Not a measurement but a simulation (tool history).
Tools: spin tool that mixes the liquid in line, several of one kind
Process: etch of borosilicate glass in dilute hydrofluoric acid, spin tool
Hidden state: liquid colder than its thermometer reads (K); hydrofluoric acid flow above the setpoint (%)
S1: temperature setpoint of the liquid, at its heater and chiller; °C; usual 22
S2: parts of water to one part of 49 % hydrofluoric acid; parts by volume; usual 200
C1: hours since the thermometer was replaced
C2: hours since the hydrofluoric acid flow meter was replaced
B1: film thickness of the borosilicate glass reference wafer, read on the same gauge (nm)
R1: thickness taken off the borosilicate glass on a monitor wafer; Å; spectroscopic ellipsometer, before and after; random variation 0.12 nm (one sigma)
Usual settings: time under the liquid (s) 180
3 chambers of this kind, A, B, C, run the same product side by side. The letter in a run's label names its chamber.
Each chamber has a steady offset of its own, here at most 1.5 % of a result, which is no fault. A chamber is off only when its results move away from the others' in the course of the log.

{"run": "1C", "hour": 7.2, "S1": 22, "S2": 200, "time under the liquid (s)": 180, "C1": 1285.7, "C2": 878.9, "B1": 50.008, "R1": 203.87}
{"run": "2A", "hour": 15.8, "S1": 22, "S2": 200, "time under the liquid (s)": 180, "C1": 75.3, "C2": 1670.7, "B1": 49.994, "R1": 206.7}
{"run": "3B", "hour": 22.7, "S1": 22, "S2": 200, "time under the liquid (s)": 180, "C1": 937.2, "C2": 297.6, "B1": 49.975, "R1": 202.35}
{"run": "4A", "hour": 28.4, "S1": 22, "S2": 200, "time under the liquid (s)": 180, "C1": 87.9, "C2": 1683.3, "B1": 49.993, "R1": 204.87}
{"run": "5B", "hour": 37.1, "S1": 22, "S2": 200, "time under the liquid (s)": 180, "C1": 951.6, "C2": 312, "B1": 49.994, "R1": 203.32}
{"run": "6C", "hour": 45.1, "S1": 22, "S2": 200, "time under the liquid (s)": 180, "C1": 1323.6, "C2": 916.8, "B1": 50.009, "R1": 203.47}
{"run": "7C", "hour": 54.2, "S1": 22, "S2": 200, "time under the liquid (s)": 180, "C1": 1332.7, "C2": 925.9, "B1": 50.021, "R1": 203.1}
{"run": "8A", "hour": 61.7, "S1": 22, "S2": 200, "time under the liquid (s)": 180, "C1": 121.2, "C2": 1716.6, "B1": 49.973, "R1": 208.21}
{"run": "9B", "hour": 70.7, "S1": 22, "S2": 200, "time under the liquid (s)": 180, "C1": 985.2, "C2": 345.6, "B1": 49.999, "R1": 197.85}
{"run": "10C", "hour": 77.0, "S1": 22, "S2": 200, "time under the liquid (s)": 180, "C1": 1355.5, "C2": 948.7, "B1": 49.987, "R1": 204.51}
{"run": "11A", "hour": 86.2, "S1": 22, "S2": 200, "time under the liquid (s)": 180, "C1": 145.7, "C2": 1741.1, "B1": 50.013, "R1": 204.48}
{"run": "12B", "hour": 92.9, "S1": 22, "S2": 200, "time under the liquid (s)": 180, "C1": 1007.4, "C2": 367.8, "B1": 50.012, "R1": 197.07}
{"run": "13C", "hour": 101.8, "S1": 22, "S2": 200, "time under the liquid (s)": 180, "C1": 1380.3, "C2": 973.5, "B1": 49.997, "R1": 202.09}
{"run": "14B", "hour": 106.1, "S1": 22, "S2": 200, "time under the liquid (s)": 180, "C1": 1020.6, "C2": 381, "B1": 50.014, "R1": 195.23}
{"run": "15A", "hour": 112.7, "S1": 22, "S2": 200, "time under the liquid (s)": 180, "C1": 172.2, "C2": 1767.6, "B1": 50.021, "R1": 203.87}
{"run": "16C", "hour": 120.9, "S1": 22, "S2": 200, "time under the liquid (s)": 180, "C1": 1399.4, "C2": 992.6, "B1": 49.984, "R1": 202.1}
{"run": "17B", "hour": 128.4, "S1": 22, "S2": 200, "time under the liquid (s)": 180, "C1": 1042.9, "C2": 403.3, "B1": 49.984, "R1": 195.99}
{"run": "18A", "hour": 137.6, "S1": 22, "S2": 200, "time under the liquid (s)": 180, "C1": 197.1, "C2": 1792.5, "B1": 49.99, "R1": 207.3}
{"run": "19B", "hour": 144.5, "S1": 22, "S2": 160, "time under the liquid (s)": 265, "C1": 1059, "C2": 419.4, "B1": 49.996, "R1": 371.9}
{"run": "20C", "hour": 152.7, "S1": 22, "S2": 160, "time under the liquid (s)": 265, "C1": 1431.2, "C2": 1024.4, "B1": 49.995, "R1": 390.35}
{"run": "21A", "hour": 161.8, "S1": 22, "S2": 160, "time under the liquid (s)": 265, "C1": 221.3, "C2": 1816.7, "B1": 49.973, "R1": 395.16}
{"run": "22B", "hour": 169.3, "S1": 22, "S2": 200, "time under the liquid (s)": 180, "C1": 1083.8, "C2": 444.2, "B1": 49.996, "R1": 190.24}
{"run": "23A", "hour": 176.2, "S1": 22, "S2": 200, "time under the liquid (s)": 180, "C1": 235.7, "C2": 1831.1, "B1": 50.042, "R1": 205.39}
{"run": "24C", "hour": 180.3, "S1": 22, "S2": 200, "time under the liquid (s)": 180, "C1": 1458.8, "C2": 1052, "B1": 49.973, "R1": 201.98}
{"run": "25B", "hour": 188.6, "S1": 22, "S2": 200, "time under the liquid (s)": 180, "C1": 1103.1, "C2": 463.5, "B1": 49.965, "R1": 190.48}

What goes on in this fleet: one chamber off, a drifting gauge, or nothing beyond the chambers' own small offsets? Name the chamber and the cause, if any.

Chamber B drifts away from the others.
Cause: liquid colder than its thermometer reads (K) = 1.79.
The log may not tell that from: hydrofluoric acid flow below the setpoint (%).

Here are 4 candidates for chamber B's next run, each the usual settings with a change, their results left as question marks. Which one brings its results back in line with what the others give on the usual settings?
In line means no further than this from the other chambers' mean on the usual settings: R1 4.2 Å
{"run": "26B-1", "hour": 195.3, "S1": 20, "S2": 200, "time under the liquid (s)": 180, "R1": "?"}
{"run": "26B-2", "hour": 195.3, "S1": 23, "S2": 200, "time under the liquid (s)": 180, "R1": "?"}
{"run": "26B-3", "hour": 195.3, "S1": 21, "S2": 200, "time under the liquid (s)": 180, "R1": "?"}
{"run": "26B-4", "hour": 195.3, "S1": 24, "S2": 200, "time under the liquid (s)": 180, "R1": "?"}

The other chambers' mean on the usual settings: R1 204.14 Å
run=26B-1 R1=174.25
run=26B-2 R1=195.5
run=26B-3 R1=181.14
run=26B-4 R1=203.05
26B-4 brings the chamber back in line.
